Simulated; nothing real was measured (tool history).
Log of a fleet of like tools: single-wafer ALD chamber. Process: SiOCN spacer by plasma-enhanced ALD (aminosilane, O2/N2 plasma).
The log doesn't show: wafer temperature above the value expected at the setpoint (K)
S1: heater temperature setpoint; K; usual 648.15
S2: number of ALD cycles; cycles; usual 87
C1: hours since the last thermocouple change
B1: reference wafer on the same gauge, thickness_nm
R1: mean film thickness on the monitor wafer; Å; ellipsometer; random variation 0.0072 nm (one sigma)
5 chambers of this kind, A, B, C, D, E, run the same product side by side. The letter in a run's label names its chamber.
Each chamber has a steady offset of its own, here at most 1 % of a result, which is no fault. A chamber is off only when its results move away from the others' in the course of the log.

{"run": "1A", "hour": 9.2, "S1": 648.15, "S2": 87, "C1": 433.9, "B1": 6.0294, "R1": 52.88}
{"run": "2C", "hour": 22.9, "S1": 648.15, "S2": 87, "C1": 1064.7, "B1": 6.0276, "R1": 52.477}
{"run": "3B", "hour": 34.7, "S1": 648.15, "S2": 87, "C1": 1526.3, "B1": 6.03, "R1": 52.348}
{"run": "4D", "hour": 42.3, "S1": 648.15, "S2": 87, "C1": 1387.3, "B1": 6.0261, "R1": 52.863}
{"run": "5E", "hour": 53.9, "S1": 648.15, "S2": 87, "C1": 2090.4, "B1": 6.0257, "R1": 52.879}
{"run": "6B", "hour": 66.2, "S1": 648.15, "S2": 87, "C1": 1557.8, "B1": 6.0255, "R1": 52.446}
{"run": "7D", "hour": 76.9, "S1": 648.15, "S2": 87, "C1": 1421.9, "B1": 6.0223, "R1": 52.852}
{"run": "8E", "hour": 87.8, "S1": 648.15, "S2": 87, "C1": 2124.3, "B1": 6.0248, "R1": 52.852}
{"run": "9A", "hour": 101.1, "S1": 648.15, "S2": 87, "C1": 525.8, "B1": 6.0217, "R1": 52.744}
{"run": "10C", "hour": 115.8, "S1": 648.15, "S2": 87, "C1": 1157.6, "B1": 6.0206, "R1": 52.394}
{"run": "11B", "hour": 130.2, "S1": 648.15, "S2": 87, "C1": 1621.8, "B1": 6.0202, "R1": 52.045}
{"run": "12D", "hour": 140.8, "S1": 659.15, "S2": 87, "C1": 1485.8, "B1": 6.0211, "R1": 52.839}
{"run": "13C", "hour": 149.4, "S1": 659.15, "S2": 87, "C1": 1191.2, "B1": 6.0158, "R1": 52.283}
{"run": "14A", "hour": 160.5, "S1": 659.15, "S2": 87, "C1": 585.2, "B1": 6.0209, "R1": 52.738}
{"hour": 161.4, "done": "chamber C: thermocouple changed; heater temperature recalibrated"}
{"run": "15E", "hour": 175.1, "S1": 659.15, "S2": 87, "C1": 2211.6, "B1": 6.017, "R1": 52.79}
{"run": "16D", "hour": 182.5, "S1": 659.15, "S2": 87, "C1": 1527.5, "B1": 6.0158, "R1": 52.785}
{"run": "17C", "hour": 199.1, "S1": 648.15, "S2": 87, "C1": 37.8, "B1": 6.0165, "R1": 52.327}
{"run": "18B", "hour": 213.5, "S1": 648.15, "S2": 87, "C1": 1705.1, "B1": 6.0138, "R1": 52.276}
{"run": "19E", "hour": 226.2, "S1": 648.15, "S2": 87, "C1": 2262.7, "B1": 6.0159, "R1": 52.773}
{"run": "20A", "hour": 239.3, "S1": 648.15, "S2": 87, "C1": 664.0, "B1": 6.01, "R1": 52.695}
{"run": "21B", "hour": 251.8, "S1": 648.15, "S2": 87, "C1": 1743.4, "B1": 6.0123, "R1": 52.182}
{"run": "22A", "hour": 260.5, "S1": 648.15, "S2": 87, "C1": 685.2, "B1": 6.0107, "R1": 52.767}
{"run": "23C", "hour": 267.8, "S1": 648.15, "S2": 87, "C1": 106.5, "B1": 6.0117, "R1": 52.191}
{"run": "24D", "hour": 278.2, "S1": 648.15, "S2": 87, "C1": 1623.2, "B1": 6.0087, "R1": 52.605}
{"run": "25E", "hour": 285.7, "S1": 648.15, "S2": 87, "C1": 2322.2, "B1": 6.0115, "R1": 52.726}
{"run": "26D", "hour": 294.3, "S1": 634.15, "S2": 73, "C1": 1639.3, "B1": 6.0102, "R1": 44.214}
{"run": "27C", "hour": 303.4, "S1": 634.15, "S2": 73, "C1": 142.1, "B1": 6.0071, "R1": 43.866}
{"run": "28E", "hour": 314.4, "S1": 634.15, "S2": 73, "C1": 2350.9, "B1": 6.0072, "R1": 44.109}
{"run": "29A", "hour": 329.2, "S1": 634.15, "S2": 73, "C1": 753.9, "B1": 6.0074, "R1": 44.142}
{"run": "30B", "hour": 341.7, "S1": 634.15, "S2": 73, "C1": 1833.3, "B1": 6.0047, "R1": 43.735}
{"run": "31A", "hour": 355.0, "S1": 642.15, "S2": 87, "C1": 779.7, "B1": 6.0054, "R1": 52.614}
{"run": "32C", "hour": 364.9, "S1": 642.15, "S2": 87, "C1": 203.6, "B1": 6.0036, "R1": 52.057}
{"run": "33B", "hour": 378.9, "S1": 642.15, "S2": 87, "C1": 1870.5, "B1": 6.0016, "R1": 52.028}
{"run": "34D", "hour": 386.2, "S1": 642.15, "S2": 87, "C1": 1731.2, "B1": 6.0023, "R1": 52.674}
{"run": "35E", "hour": 395.4, "S1": 642.15, "S2": 87, "C1": 2431.9, "B1": 6.0001, "R1": 52.776}
{"run": "36B", "hour": 410.0, "S1": 648.15, "S2": 87, "C1": 1901.6, "B1": 6.0001, "R1": 52.052}
{"run": "37A", "hour": 422.8, "S1": 648.15, "S2": 87, "C1": 847.5, "B1": 5.9993, "R1": 52.52}
{"run": "38C", "hour": 439.1, "S1": 648.15, "S2": 87, "C1": 277.8, "B1": 5.9961, "R1": 52.239}
{"run": "39E", "hour": 448.1, "S1": 656.15, "S2": 87, "C1": 2484.6, "B1": 5.9956, "R1": 52.574}

All 5 chambers run these settings next. Forecast each chamber's results:
{"run": "40A", "hour": 460.0, "S1": 648.15, "S2": 87, "R1": "?"}
{"run": "40B", "hour": 460.0, "S1": 648.15, "S2": 87, "R1": "?"}
{"run": "40C", "hour": 460.0, "S1": 648.15, "S2": 87, "R1": "?"}
{"run": "40D", "hour": 460.0, "S1": 648.15, "S2": 87, "R1": "?"}
{"run": "40E", "hour": 460.0, "S1": 648.15, "S2": 87, "R1": "?"}

run=40A R1=52.469
run=40B R1=51.935
run=40C R1=52.037
run=40D R1=52.617
run=40E R1=52.439
